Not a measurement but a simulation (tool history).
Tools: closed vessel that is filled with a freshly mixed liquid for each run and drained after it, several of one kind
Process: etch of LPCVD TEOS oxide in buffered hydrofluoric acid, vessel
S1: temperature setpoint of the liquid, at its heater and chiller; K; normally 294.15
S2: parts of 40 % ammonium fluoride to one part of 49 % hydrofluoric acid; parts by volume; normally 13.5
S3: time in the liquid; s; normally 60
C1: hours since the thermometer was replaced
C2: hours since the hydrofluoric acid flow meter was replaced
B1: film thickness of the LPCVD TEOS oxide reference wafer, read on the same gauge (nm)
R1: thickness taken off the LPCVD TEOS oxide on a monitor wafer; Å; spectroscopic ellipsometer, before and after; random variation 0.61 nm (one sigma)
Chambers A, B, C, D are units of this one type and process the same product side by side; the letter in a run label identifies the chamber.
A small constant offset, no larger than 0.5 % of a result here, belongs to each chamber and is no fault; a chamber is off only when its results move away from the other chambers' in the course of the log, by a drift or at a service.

run 1B hour=8.3 | S1=294.15 S2=13.5 S3=60 | C1=589.6 C2=1408.7 | B1=110.03 | R1=924.82
run 2C hour=14.2 | S1=294.15 S2=13.5 S3=60 | C1=775.4 C2=597.8 | B1=110.01 | R1=924.54
run 3D hour=23.2 | S1=294.15 S2=13.5 S3=60 | C1=641.1 C2=1213.3 | B1=110.04 | R1=924.66
run 4A hour=31.7 | S1=294.15 S2=13.5 S3=60 | C1=386.7 C2=657.8 | B1=110.01 | R1=931.56
run 5A hour=44.2 | S1=294.15 S2=13.5 S3=60 | C1=399.2 C2=670.3 | B1=109.99 | R1=925.25
run 6C hour=52.8 | S1=294.15 S2=13.5 S3=60 | C1=814 C2=636.4 | B1=110.01 | R1=931.21
run 7D hour=63.7 | S1=294.15 S2=15.5 S3=80 | C1=681.6 C2=1253.8 | B1=110 | R1=1078.8
run 8B hour=74.5 | S1=294.15 S2=15.5 S3=80 | C1=655.8 C2=1474.9 | B1=110.02 | R1=1062.7
run 9A hour=84.6 | S1=294.15 S2=15.5 S3=80 | C1=439.6 C2=710.7 | B1=110.04 | R1=1082
run 10D hour=90.3 | S1=294.15 S2=15.5 S3=80 | C1=708.2 C2=1280.4 | B1=109.98 | R1=1085
run 11B hour=98.8 | S1=294.15 S2=13.5 S3=60 | C1=680.1 C2=1499.2 | B1=110 | R1=927.29
run 12C hour=109.1 | S1=294.15 S2=13.5 S3=60 | C1=870.3 C2=692.7 | B1=110.02 | R1=949.35
run 13D hour=119.8 | S1=294.15 S2=13.5 S3=60 | C1=737.7 C2=1309.9 | B1=110 | R1=933.82
run 14C hour=125.7 | S1=294.15 S2=13.5 S3=60 | C1=886.9 C2=709.3 | B1=109.97 | R1=951.19
run 15A hour=135 | S1=290.65 S2=17.5 S3=60 | C1=490 C2=761.1 | B1=110.01 | R1=591.75
-- hour=135.6 chamber D: thermometer replaced
run 16B hour=146 | S1=290.65 S2=17.5 S3=60 | C1=727.3 C2=1546.4 | B1=110.01 | R1=584.92
run 17D hour=156.5 | S1=290.65 S2=17.5 S3=60 | C1=21 C2=1346.6 | B1=110 | R1=593.18
run 18B hour=169 | S1=290.65 S2=17.5 S3=60 | C1=750.3 C2=1569.4 | B1=110.01 | R1=589.91
run 19A hour=179.9 | S1=291.65 S2=13.5 S3=60 | C1=534.9 C2=806 | B1=110 | R1=803.08
run 20C hour=190.9 | S1=291.65 S2=13.5 S3=60 | C1=952.1 C2=774.5 | B1=110.02 | R1=837.71
run 21B hour=203.5 | S1=291.65 S2=13.5 S3=60 | C1=784.8 C2=1603.9 | B1=109.99 | R1=811.98
run 22A hour=210.1 | S1=291.65 S2=13.5 S3=60 | C1=565.1 C2=836.2 | B1=110 | R1=812.15
run 23D hour=218.1 | S1=294.15 S2=13.5 S3=60 | C1=82.6 C2=1408.2 | B1=110 | R1=920.84
run 24C hour=226.3 | S1=294.15 S2=17 S3=60 | C1=987.5 C2=809.9 | B1=110 | R1=762.7
run 25C hour=237.8 | S1=294.15 S2=17 S3=60 | C1=999 C2=821.4 | B1=109.98 | R1=769.87
run 26A hour=249.1 | S1=294.15 S2=17 S3=60 | C1=604.1 C2=875.2 | B1=110.02 | R1=736.44
run 27D hour=255.6 | S1=294.15 S2=17 S3=60 | C1=120.1 C2=1445.7 | B1=110.02 | R1=736.63
run 28B hour=263.9 | S1=294.15 S2=13.5 S3=60 | C1=845.2 C2=1664.3 | B1=109.99 | R1=928.71
run 29C hour=273.4 | S1=294.15 S2=13.5 S3=60 | C1=1034.6 C2=857 | B1=109.97 | R1=978.87
run 30D hour=286.3 | S1=294.15 S2=13.5 S3=60 | C1=150.8 C2=1476.4 | B1=110 | R1=928.34
run 31A hour=292.7 | S1=294.15 S2=13.5 S3=60 | C1=647.7 C2=918.8 | B1=109.98 | R1=935.77
run 32B hour=298.5 | S1=294.15 S2=18 S3=60 | C1=879.8 C2=1698.9 | B1=110 | R1=693.13
run 33A hour=306.2 | S1=294.15 S2=18 S3=60 | C1=661.2 C2=932.3 | B1=109.99 | R1=709.29
run 34B hour=314.2 | S1=294.15 S2=18 S3=60 | C1=895.5 C2=1714.6 | B1=109.99 | R1=697.71
run 35C hour=322.2 | S1=294.15 S2=18 S3=60 | C1=1083.4 C2=905.8 | B1=109.97 | R1=735.76
run 36D hour=332.4 | S1=294.15 S2=13.5 S3=60 | C1=196.9 C2=1522.5 | B1=110 | R1=924.82
run 37C hour=344.4 | S1=297.65 S2=13.5 S3=60 | C1=1105.6 C2=928 | B1=110.01 | R1=1201.1
run 38A hour=356.5 | S1=297.65 S2=13.5 S3=60 | C1=711.5 C2=982.6 | B1=109.96 | R1=1134.7
run 39B hour=368 | S1=297.65 S2=13.5 S3=60 | C1=949.3 C2=1768.4 | B1=110.05 | R1=1129.4

The same settings go to every chamber for the next run, one line per chamber below. Forecast the results for each:
run 40A hour=377.3 | S1=290.15 S2=13.5 S3=60 | R1=?
run 40B hour=377.3 | S1=290.15 S2=13.5 S3=60 | R1=?
run 40C hour=377.3 | S1=290.15 S2=13.5 S3=60 | R1=?
run 40D hour=377.3 | S1=290.15 S2=13.5 S3=60 | R1=?

run=40A R1=747.43
run=40B R1=739.76
run=40C R1=788.82
run=40D R1=750.8
